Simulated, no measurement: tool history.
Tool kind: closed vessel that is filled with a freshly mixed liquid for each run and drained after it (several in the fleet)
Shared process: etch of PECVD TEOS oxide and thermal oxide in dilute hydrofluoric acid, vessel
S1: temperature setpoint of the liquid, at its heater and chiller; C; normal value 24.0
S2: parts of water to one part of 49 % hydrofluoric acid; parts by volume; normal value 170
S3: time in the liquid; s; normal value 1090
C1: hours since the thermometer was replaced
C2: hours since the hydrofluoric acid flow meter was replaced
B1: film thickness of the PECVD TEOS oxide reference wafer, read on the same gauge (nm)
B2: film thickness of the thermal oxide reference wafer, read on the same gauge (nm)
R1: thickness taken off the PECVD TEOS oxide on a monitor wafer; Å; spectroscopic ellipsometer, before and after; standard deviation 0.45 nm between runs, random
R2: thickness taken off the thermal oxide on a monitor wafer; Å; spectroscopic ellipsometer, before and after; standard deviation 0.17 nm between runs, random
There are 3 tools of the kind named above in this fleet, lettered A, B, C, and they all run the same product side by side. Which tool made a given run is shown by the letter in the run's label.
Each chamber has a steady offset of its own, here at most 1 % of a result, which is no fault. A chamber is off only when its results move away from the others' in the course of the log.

Run 1B, hour 3.3: usual settings; C1 1850.1; C2 140.8; B1 130.00; B2 120.01. Result: R1 533.75 Å, R2 296.09 Å.
Run 2C, hour 7.7: usual settings; C1 872.0; C2 335.7; B1 130.00; B2 120.02. Result: R1 525.34 Å, R2 293.91 Å.
Run 3A, hour 10.1: usual settings; C1 105.4; C2 408.8; B1 130.03; B2 119.99. Result: R1 519.10 Å, R2 296.72 Å.
Run 4B, hour 12.6: usual settings; C1 1859.4; C2 150.1; B1 129.99; B2 119.99. Result: R1 526.71 Å, R2 294.78 Å.
Run 5A, hour 16.5: usual settings; C1 111.8; C2 415.2; B1 129.98; B2 119.99. Result: R1 511.33 Å, R2 295.00 Å.
Run 6C, hour 19.0: usual settings; C1 883.3; C2 347.0; B1 130.02; B2 119.98. Result: R1 517.81 Å, R2 292.19 Å.
Run 7C, hour 24.1: usual settings; C1 888.4; C2 352.1; B1 130.02; B2 120.01. Result: R1 510.20 Å, R2 298.79 Å.
Run 8B, hour 28.1: usual settings but S3 1625 s; C1 1874.9; C2 165.6; B1 130.03; B2 119.99. Result: R1 777.68 Å, R2 445.39 Å.
Run 9A, hour 31.7: usual settings but S3 1625 s; C1 127.0; C2 430.4; B1 130.00; B2 120.01. Result: R1 773.66 Å, R2 446.89 Å.
Run 10B, hour 34.2: usual settings but S3 1625 s; C1 1881.0; C2 171.7; B1 129.98; B2 119.99. Result: R1 785.15 Å, R2 442.55 Å.
Run 11C, hour 37.8: usual settings; C1 902.1; C2 365.8; B1 130.00; B2 119.99. Result: R1 519.56 Å, R2 294.26 Å.
Run 12A, hour 41.6: usual settings; C1 136.9; C2 440.3; B1 129.99; B2 120.00. Result: R1 515.73 Å, R2 298.06 Å.
Run 13C, hour 46.5: usual settings but S2 205 parts by volume; C1 910.8; C2 374.5; B1 129.99; B2 120.00. Result: R1 411.91 Å, R2 236.90 Å.
Run 14A, hour 51.3: usual settings but S2 205 parts by volume; C1 146.6; C2 450.0; B1 129.99; B2 120.02. Result: R1 405.88 Å, R2 235.56 Å.
Run 15B, hour 55.2: usual settings but S2 205 parts by volume; C1 1902.0; C2 192.7; B1 129.98; B2 119.99. Result: R1 423.63 Å, R2 236.99 Å.
Run 16C, hour 58.4: usual settings; C1 922.7; C2 386.4; B1 130.01; B2 120.01. Result: R1 516.30 Å, R2 292.27 Å.
Run 17A, hour 61.4: usual settings; C1 156.7; C2 460.1; B1 130.00; B2 120.00. Result: R1 520.05 Å, R2 297.79 Å.
Run 18B, hour 66.1: usual settings; C1 1912.9; C2 203.6; B1 129.98; B2 120.00. Result: R1 527.66 Å, R2 295.08 Å.
Run 19C, hour 69.1: usual settings; C1 933.4; C2 397.1; B1 130.00; B2 119.99. Result: R1 525.58 Å, R2 293.90 Å.
Run 20A, hour 73.5: usual settings but S2 135 parts by volume, S3 1555 s; C1 168.8; C2 472.2; B1 130.03; B2 120.00. Result: R1 960.20 Å, R2 563.31 Å.
Run 21B, hour 77.1: usual settings but S2 135 parts by volume, S3 1555 s; C1 1923.9; C2 214.6; B1 130.02; B2 120.00. Result: R1 1002.40 Å, R2 556.99 Å.
Run 22B, hour 80.5: usual settings but S2 135 parts by volume, S3 1555 s; C1 1927.3; C2 218.0; B1 129.99; B2 120.01. Result: R1 984.94 Å, R2 550.94 Å.
Run 23A, hour 83.3: usual settings; C1 178.6; C2 482.0; B1 130.00; B2 120.01. Result: R1 516.23 Å, R2 298.58 Å.
Run 24C, hour 86.4: usual settings; C1 950.7; C2 414.4; B1 130.02; B2 119.99. Result: R1 522.43 Å, R2 295.20 Å.
Run 25C, hour 91.3: usual settings but S1 28.5 C; C1 955.6; C2 419.3; B1 129.98; B2 119.99. Result: R1 608.19 Å, R2 353.19 Å.
Run 26A, hour 93.5: usual settings but S1 28.5 C; C1 188.8; C2 492.2; B1 130.00; B2 120.00. Result: R1 605.26 Å, R2 352.70 Å.
Run 27B, hour 96.8: usual settings but S1 28.5 C; C1 1943.6; C2 234.3; B1 129.97; B2 120.01. Result: R1 624.25 Å, R2 346.96 Å.
Run 28B, hour 101.0: usual settings; C1 1947.8; C2 238.5; B1 129.99; B2 119.98. Result: R1 528.26 Å, R2 297.56 Å.
Run 29A, hour 105.3: usual settings but S3 1710 s; C1 200.6; C2 504.0; B1 129.97; B2 120.00. Result: R1 810.11 Å, R2 463.31 Å.
Run 30C, hour 110.0: usual settings but S3 1710 s; C1 974.3; C2 438.0; B1 130.01; B2 120.00. Result: R1 824.03 Å, R2 465.83 Å.
Run 31C, hour 113.6: usual settings but S3 1710 s; C1 977.9; C2 441.6; B1 130.01; B2 119.99. Result: R1 816.53 Å, R2 467.39 Å.
Run 32A, hour 117.9: usual settings; C1 213.2; C2 516.6; B1 130.01; B2 120.01. Result: R1 516.84 Å, R2 298.59 Å.
Run 33B, hour 120.3: usual settings; C1 1967.1; C2 257.8; B1 129.97; B2 120.00. Result: R1 530.78 Å, R2 296.94 Å.
Run 34C, hour 123.7: usual settings; C1 988.0; C2 451.7; B1 129.99; B2 120.00. Result: R1 516.55 Å, R2 291.06 Å.
Run 35B, hour 128.7: usual settings; C1 1975.5; C2 266.2; B1 130.01; B2 119.99. Result: R1 527.60 Å, R2 296.23 Å.
Run 36A, hour 132.7: usual settings; C1 228.0; C2 531.4; B1 129.96; B2 120.01. Result: R1 522.20 Å, R2 298.37 Å.
Run 37C, hour 135.6: usual settings; C1 999.9; C2 463.6; B1 130.04; B2 120.00. Result: R1 518.90 Å, R2 296.96 Å.
Run 38A, hour 139.4: usual settings; C1 234.7; C2 538.1; B1 129.97; B2 119.99. Result: R1 516.40 Å, R2 299.06 Å.
Run 39B, hour 141.8: usual settings; C1 1988.6; C2 279.3; B1 130.00; B2 119.99. Result: R1 528.77 Å, R2 298.16 Å.
Run 40C, hour 145.5: usual settings; C1 1009.8; C2 473.5; B1 130.05; B2 120.01. Result: R1 520.70 Å, R2 294.38 Å.
Run 41B, hour 149.8: usual settings but S1 20.5 C; C1 1996.6; C2 287.3; B1 129.98; B2 120.01. Result: R1 458.59 Å, R2 258.19 Å.
Run 42A, hour 152.0: usual settings but S1 20.5 C; C1 247.3; C2 550.7; B1 130.02; B2 119.99. Result: R1 456.44 Å, R2 260.58 Å.
Run 43B, hour 155.2: usual settings but S1 20.5 C; C1 2002.0; C2 292.7; B1 130.03; B2 120.00. Result: R1 460.02 Å, R2 257.01 Å.
Run 44C, hour 159.9: usual settings; C1 1024.2; C2 487.9; B1 129.98; B2 120.00. Result: R1 527.50 Å, R2 291.27 Å.

What goes on in this fleet: one chamber off, a drifting gauge, or nothing beyond the chambers' own small offsets? Name the chamber and the cause, if any.

No chamber is off and the gauge is stable; the differences are just each chamber's small, constant offset.
